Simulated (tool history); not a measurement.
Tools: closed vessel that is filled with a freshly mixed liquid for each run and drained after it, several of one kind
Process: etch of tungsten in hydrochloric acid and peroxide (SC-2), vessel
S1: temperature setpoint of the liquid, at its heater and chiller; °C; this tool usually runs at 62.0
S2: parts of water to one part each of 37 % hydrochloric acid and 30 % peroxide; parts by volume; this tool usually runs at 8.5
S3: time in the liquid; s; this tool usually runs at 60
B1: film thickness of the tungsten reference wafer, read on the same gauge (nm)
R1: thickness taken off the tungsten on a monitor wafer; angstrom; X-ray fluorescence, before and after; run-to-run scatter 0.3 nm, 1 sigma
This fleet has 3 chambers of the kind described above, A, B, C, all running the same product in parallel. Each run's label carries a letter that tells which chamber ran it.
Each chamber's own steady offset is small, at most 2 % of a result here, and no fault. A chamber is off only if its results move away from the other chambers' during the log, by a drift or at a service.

run,hour,S1,S2,S3,B1,R1
1B,9.1,62.0,8.5,60,99.963,367.60
2C,19.0,62.0,8.5,60,99.991,367.40
3A,30.4,62.0,8.5,60,100.030,361.26
4B,40.5,62.0,8.5,60,99.987,371.13
5C,52.4,62.0,8.5,60,100.000,370.49
6A,63.2,62.0,8.5,60,100.020,364.31
7B,77.2,62.0,8.5,60,99.990,365.16
# hour 84.0: chamber C: thermometer replaced
8C,85.0,62.0,8.5,60,100.000,369.72
9A,91.3,62.0,8.5,60,100.000,362.36
10C,97.8,62.0,8.5,60,99.993,371.13
11A,111.3,62.0,8.5,60,99.993,359.72
12B,123.1,62.0,8.5,60,100.010,370.59
13B,134.8,62.0,8.5,60,100.010,368.13
14C,148.9,62.0,8.5,60,99.997,368.31
# hour 149.7: chamber C: new drum of peroxide connected
15A,162.5,62.0,8.5,60,99.993,360.41
16A,170.3,62.0,6.0,75,99.985,591.26
17C,181.1,62.0,6.0,75,99.979,608.64
18B,190.6,62.0,6.0,75,100.010,597.78
19C,197.7,62.0,8.5,60,99.990,369.28
20A,206.8,62.0,8.5,60,99.986,359.01
21B,215.4,62.0,8.5,60,99.973,367.17
22C,223.2,62.0,8.5,60,99.997,371.45
23B,231.7,62.0,8.5,60,100.020,363.12
24A,243.5,62.0,8.5,60,100.060,364.76
25A,250.0,62.0,6.0,60,99.999,469.23
# hour 250.4: chamber B: thermometer replaced
26B,256.5,62.0,6.0,60,100.030,485.92
27C,263.5,62.0,6.0,60,99.980,480.88
# hour 269.2: chamber B: chemicals flow meter replaced
28C,274.3,62.0,8.5,60,100.020,367.61
29B,280.6,62.0,8.5,60,99.986,367.50
30A,294.3,62.0,8.5,60,99.982,359.52
31A,307.5,62.0,8.5,60,100.010,361.69
32C,318.5,62.0,8.5,60,99.983,369.33
33B,326.3,66.5,8.5,75,99.995,606.20
34B,332.8,66.5,8.5,75,100.020,603.50
35C,344.3,66.5,8.5,75,100.020,610.98
36A,351.0,70.5,8.5,30,99.997,295.64

Next, all 3 chambers run the settings below, one line each with question marks for the results. What does each chamber give?
37A,361.3,62.0,8.5,60,,?
37B,361.3,62.0,8.5,60,,?
37C,361.3,62.0,8.5,60,,?

run,R1
37A,358.09
37B,364.67
37C,372.01

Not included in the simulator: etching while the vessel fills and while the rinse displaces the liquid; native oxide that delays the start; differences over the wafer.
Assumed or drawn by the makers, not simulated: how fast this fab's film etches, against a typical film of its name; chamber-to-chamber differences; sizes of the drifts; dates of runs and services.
